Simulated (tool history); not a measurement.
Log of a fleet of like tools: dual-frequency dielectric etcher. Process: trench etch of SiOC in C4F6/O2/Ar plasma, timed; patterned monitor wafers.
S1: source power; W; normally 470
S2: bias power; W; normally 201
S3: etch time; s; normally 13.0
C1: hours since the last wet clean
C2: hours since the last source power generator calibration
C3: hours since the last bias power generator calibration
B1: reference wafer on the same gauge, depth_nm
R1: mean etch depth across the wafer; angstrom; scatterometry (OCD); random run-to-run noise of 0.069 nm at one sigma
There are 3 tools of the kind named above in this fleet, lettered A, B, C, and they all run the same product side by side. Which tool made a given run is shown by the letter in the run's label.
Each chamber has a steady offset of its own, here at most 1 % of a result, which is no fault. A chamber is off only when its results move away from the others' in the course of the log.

run	hour	S1	S2	S3	C1	C2	C3	B1	R1
1A	4.5	470	201	13.0	438.4	944.5	920.0	25.187	297.55
2C	9.0	470	201	13.0	384.9	988.1	1744.9	25.195	301.40
3B	14.0	470	201	13.0	182.5	2079.9	3773.7	25.221	296.71
4C	20.3	470	201	13.0	396.2	999.4	1756.2	25.194	301.22
5A	24.5	470	201	13.0	458.4	964.5	940.0	25.195	296.51
6B	27.7	470	237	11.0	196.2	2093.6	3787.4	25.196	264.18
7C	33.9	470	237	11.0	409.8	1013.0	1769.8	25.198	268.25
8B	39.0	470	237	11.0	207.5	2104.9	3798.7	25.210	265.39
9A	42.2	380	201	13.0	476.1	982.2	957.7	25.211	272.98
10C	45.2	380	201	13.0	421.1	1024.3	1781.1	25.204	276.79
11B	48.5	380	201	13.0	217.0	2114.4	3808.2	25.200	274.06
12A	54.3	470	201	13.0	488.2	994.3	969.8	25.216	297.33
13C	59.7	470	201	13.0	435.6	1038.8	1795.6	25.206	300.83
14B	64.4	470	201	13.0	232.9	2130.3	3824.1	25.199	296.81
15A	68.9	470	201	13.0	502.8	1008.9	984.4	25.195	297.13
16C	73.4	470	201	13.0	449.3	1052.5	1809.3	25.208	301.12
17B	77.8	470	201	13.0	246.3	2143.7	3837.5	25.210	296.72
# hour 78.2: chamber B: bias power generator calibrated
18A	80.8	470	201	13.0	514.7	1020.8	996.3	25.210	297.34
19C	85.7	470	201	13.0	461.6	1064.8	1821.6	25.201	301.58
20B	90.1	470	201	13.0	258.6	2156.0	12.0	25.204	291.98
21A	93.3	470	201	13.0	527.2	1033.3	1008.8	25.185	296.17
22C	98.2	470	201	13.0	474.1	1077.3	1834.1	25.198	301.31
# hour 98.8: chamber A: wet clean of the chamber
23A	101.6	470	201	13.0	2.8	1041.6	1017.1	25.195	296.22
24B	105.9	470	201	13.0	274.4	2171.8	27.8	25.202	293.00
25A	110.2	470	201	16.5	11.4	1050.2	1025.7	25.205	376.70
26B	116.2	470	201	16.5	284.7	2182.1	38.1	25.187	370.78
# hour 118.2: chamber C: wet clean of the chamber
27C	119.4	470	201	16.5	1.2	1098.5	1855.3	25.192	380.64
28A	124.6	470	201	13.0	25.8	1064.6	1040.1	25.205	296.02

Is one chamber out of step, is the gauge drifting, or do the chambers differ by no more than their own small offsets? For an off chamber, give its letter and the likeliest cause.

The work done on chamber B during a service left it standing apart from the others.
Most likely cause: bias power that arrives under what is set, % = 4.84.

Chamber B could run next with any of the 4 candidate recipes listed below; each alters the usual settings, and their results appear as question marks. Which one brings its results back in line with what the other chambers deliver on the usual settings?
Maximum distance from the other chambers' mean on the usual settings for a result to count as in line: R1 2.40 angstrom
29B-1	129.2	450	196	13.0					?
29B-2	129.2	490	206	13.0					?
29B-3	129.2	470	199	12.5					?
29B-4	129.2	480	201	13.5					?

On the usual settings, the other chambers give on average: R1 298.65 angstrom
run	R1
29B-1	284.77
29B-2	299.01
29B-3	279.82
29B-4	305.66
29B-2 brings the chamber back in line.
